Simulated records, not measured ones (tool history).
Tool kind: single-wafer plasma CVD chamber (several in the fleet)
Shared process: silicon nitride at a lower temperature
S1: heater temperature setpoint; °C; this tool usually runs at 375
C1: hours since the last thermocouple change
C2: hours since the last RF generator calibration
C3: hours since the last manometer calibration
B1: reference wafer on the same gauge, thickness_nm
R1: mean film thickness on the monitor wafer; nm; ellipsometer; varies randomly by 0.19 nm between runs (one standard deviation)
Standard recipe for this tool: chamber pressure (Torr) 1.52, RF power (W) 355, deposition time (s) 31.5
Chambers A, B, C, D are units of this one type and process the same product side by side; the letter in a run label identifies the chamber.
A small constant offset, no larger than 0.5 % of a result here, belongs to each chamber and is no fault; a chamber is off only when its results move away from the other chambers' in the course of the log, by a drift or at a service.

run 1D day=0.183 | S1=375 chamber_pressure_(Torr)=1.52 RF_power_(W)=355 deposition_time_(s)=31.5 | C1=1533.7 C2=1403.7 C3=966.2 | B1=40.584 | R1=40.398
run 2A day=0.333 | S1=375 chamber_pressure_(Torr)=1.52 RF_power_(W)=355 deposition_time_(s)=31.5 | C1=1311.3 C2=1804.4 C3=1982.0 | B1=40.606 | R1=40.447
run 3B day=0.492 | S1=375 chamber_pressure_(Torr)=1.52 RF_power_(W)=355 deposition_time_(s)=31.5 | C1=777.1 C2=403.1 C3=822.3 | B1=40.522 | R1=40.216
-- day=0.533 chamber A: capacitance manometer re-zeroed and calibrated
run 4C day=0.612 | S1=375 chamber_pressure_(Torr)=1.52 RF_power_(W)=355 deposition_time_(s)=31.5 | C1=1293.6 C2=1287.2 C3=1366.1 | B1=40.635 | R1=40.009
run 5A day=0.733 | S1=375 chamber_pressure_(Torr)=1.52 RF_power_(W)=355 deposition_time_(s)=31.5 | C1=1320.9 C2=1814.0 C3=4.9 | B1=40.608 | R1=40.720
run 6C day=0.838 | S1=375 chamber_pressure_(Torr)=1.52 RF_power_(W)=355 deposition_time_(s)=31.5 | C1=1299.0 C2=1292.6 C3=1371.5 | B1=40.600 | R1=40.124
run 7B day=0.921 | S1=375 chamber_pressure_(Torr)=1.52 RF_power_(W)=355 deposition_time_(s)=29.3 | C1=787.4 C2=413.4 C3=832.6 | B1=40.615 | R1=37.383
run 8D day=1.038 | S1=375 chamber_pressure_(Torr)=1.52 RF_power_(W)=355 deposition_time_(s)=29.3 | C1=1554.2 C2=1424.2 C3=986.7 | B1=40.563 | R1=37.499
run 9A day=1.171 | S1=375 chamber_pressure_(Torr)=1.52 RF_power_(W)=355 deposition_time_(s)=29.3 | C1=1331.4 C2=1824.5 C3=15.4 | B1=40.631 | R1=37.278
run 10D day=1.333 | S1=375 chamber_pressure_(Torr)=1.52 RF_power_(W)=355 deposition_time_(s)=29.3 | C1=1561.3 C2=1431.3 C3=993.8 | B1=40.623 | R1=37.529
run 11C day=1.442 | S1=375 chamber_pressure_(Torr)=1.52 RF_power_(W)=355 deposition_time_(s)=31.5 | C1=1313.5 C2=1307.1 C3=1386.0 | B1=40.578 | R1=40.682
run 12B day=1.617 | S1=375 chamber_pressure_(Torr)=1.52 RF_power_(W)=355 deposition_time_(s)=31.5 | C1=804.1 C2=430.1 C3=849.3 | B1=40.641 | R1=40.634
run 13B day=1.804 | S1=375 chamber_pressure_(Torr)=1.52 RF_power_(W)=355 deposition_time_(s)=31.5 | C1=808.6 C2=434.6 C3=853.8 | B1=40.615 | R1=40.476
run 14A day=1.929 | S1=375 chamber_pressure_(Torr)=1.52 RF_power_(W)=355 deposition_time_(s)=31.5 | C1=1349.6 C2=1842.7 C3=33.6 | B1=40.567 | R1=40.557
run 15D day=2.108 | S1=375 chamber_pressure_(Torr)=1.52 RF_power_(W)=355 deposition_time_(s)=31.5 | C1=1579.9 C2=1449.9 C3=1012.4 | B1=40.664 | R1=40.548
run 16C day=2.283 | S1=375 chamber_pressure_(Torr)=1.52 RF_power_(W)=355 deposition_time_(s)=31.5 | C1=1333.7 C2=1327.3 C3=1406.2 | B1=40.581 | R1=40.351
run 17C day=2.383 | S1=375 chamber_pressure_(Torr)=1.52 RF_power_(W)=355 deposition_time_(s)=31.5 | C1=1336.1 C2=1329.7 C3=1408.6 | B1=40.592 | R1=40.035
run 18A day=2.575 | S1=375 chamber_pressure_(Torr)=1.52 RF_power_(W)=355 deposition_time_(s)=31.5 | C1=1365.1 C2=1858.2 C3=49.1 | B1=40.576 | R1=40.236
run 19D day=2.729 | S1=375 chamber_pressure_(Torr)=1.52 RF_power_(W)=355 deposition_time_(s)=31.5 | C1=1594.8 C2=1464.8 C3=1027.3 | B1=40.562 | R1=40.062
-- day=2.792 chamber A: thermocouple changed; heater temperature recalibrated
run 20B day=2.912 | S1=364 chamber_pressure_(Torr)=1.39 RF_power_(W)=355 deposition_time_(s)=31.5 | C1=835.2 C2=461.2 C3=880.4 | B1=40.603 | R1=39.455
run 21D day=2.996 | S1=364 chamber_pressure_(Torr)=1.39 RF_power_(W)=355 deposition_time_(s)=31.5 | C1=1601.2 C2=1471.2 C3=1033.7 | B1=40.620 | R1=39.495
run 22A day=3.133 | S1=364 chamber_pressure_(Torr)=1.39 RF_power_(W)=355 deposition_time_(s)=31.5 | C1=8.2 C2=1871.6 C3=62.5 | B1=40.640 | R1=39.734
run 23B day=3.258 | S1=364 chamber_pressure_(Torr)=1.39 RF_power_(W)=355 deposition_time_(s)=31.5 | C1=843.5 C2=469.5 C3=888.7 | B1=40.598 | R1=39.384
run 24C day=3.362 | S1=375 chamber_pressure_(Torr)=1.52 RF_power_(W)=355 deposition_time_(s)=31.5 | C1=1359.6 C2=1353.2 C3=1432.1 | B1=40.612 | R1=39.957
run 25D day=3.500 | S1=375 chamber_pressure_(Torr)=1.52 RF_power_(W)=355 deposition_time_(s)=31.5 | C1=1613.3 C2=1483.3 C3=1045.8 | B1=40.619 | R1=40.499
run 26B day=3.600 | S1=375 chamber_pressure_(Torr)=1.52 RF_power_(W)=355 deposition_time_(s)=31.5 | C1=851.7 C2=477.7 C3=896.9 | B1=40.588 | R1=39.885
run 27C day=3.712 | S1=375 chamber_pressure_(Torr)=1.52 RF_power_(W)=355 deposition_time_(s)=31.5 | C1=1368.0 C2=1361.6 C3=1440.5 | B1=40.576 | R1=40.357
run 28A day=3.871 | S1=375 chamber_pressure_(Torr)=1.52 RF_power_(W)=355 deposition_time_(s)=31.5 | C1=25.9 C2=1889.3 C3=80.2 | B1=40.581 | R1=40.553
run 29A day=4.038 | S1=375 chamber_pressure_(Torr)=1.52 RF_power_(W)=355 deposition_time_(s)=31.5 | C1=29.9 C2=1893.3 C3=84.2 | B1=40.587 | R1=40.484
run 30B day=4.175 | S1=375 chamber_pressure_(Torr)=1.52 RF_power_(W)=355 deposition_time_(s)=31.5 | C1=865.5 C2=491.5 C3=910.7 | B1=40.572 | R1=39.785
run 31C day=4.283 | S1=375 chamber_pressure_(Torr)=1.52 RF_power_(W)=355 deposition_time_(s)=31.5 | C1=1381.7 C2=1375.3 C3=1454.2 | B1=40.554 | R1=40.457
run 32D day=4.371 | S1=382 chamber_pressure_(Torr)=1.83 RF_power_(W)=355 deposition_time_(s)=31.5 | C1=1634.2 C2=1504.2 C3=1066.7 | B1=40.577 | R1=42.292
run 33D day=4.462 | S1=382 chamber_pressure_(Torr)=1.83 RF_power_(W)=355 deposition_time_(s)=31.5 | C1=1636.4 C2=1506.4 C3=1068.9 | B1=40.634 | R1=42.504

Has any chamber moved away from the others, gradually or after a service, or does the common gauge drift, or do the chambers differ only by their own small steady offsets? State the chamber and the most likely cause if one applies.

No chamber is off and the gauge is stable; the differences are just each chamber's small, constant offset.
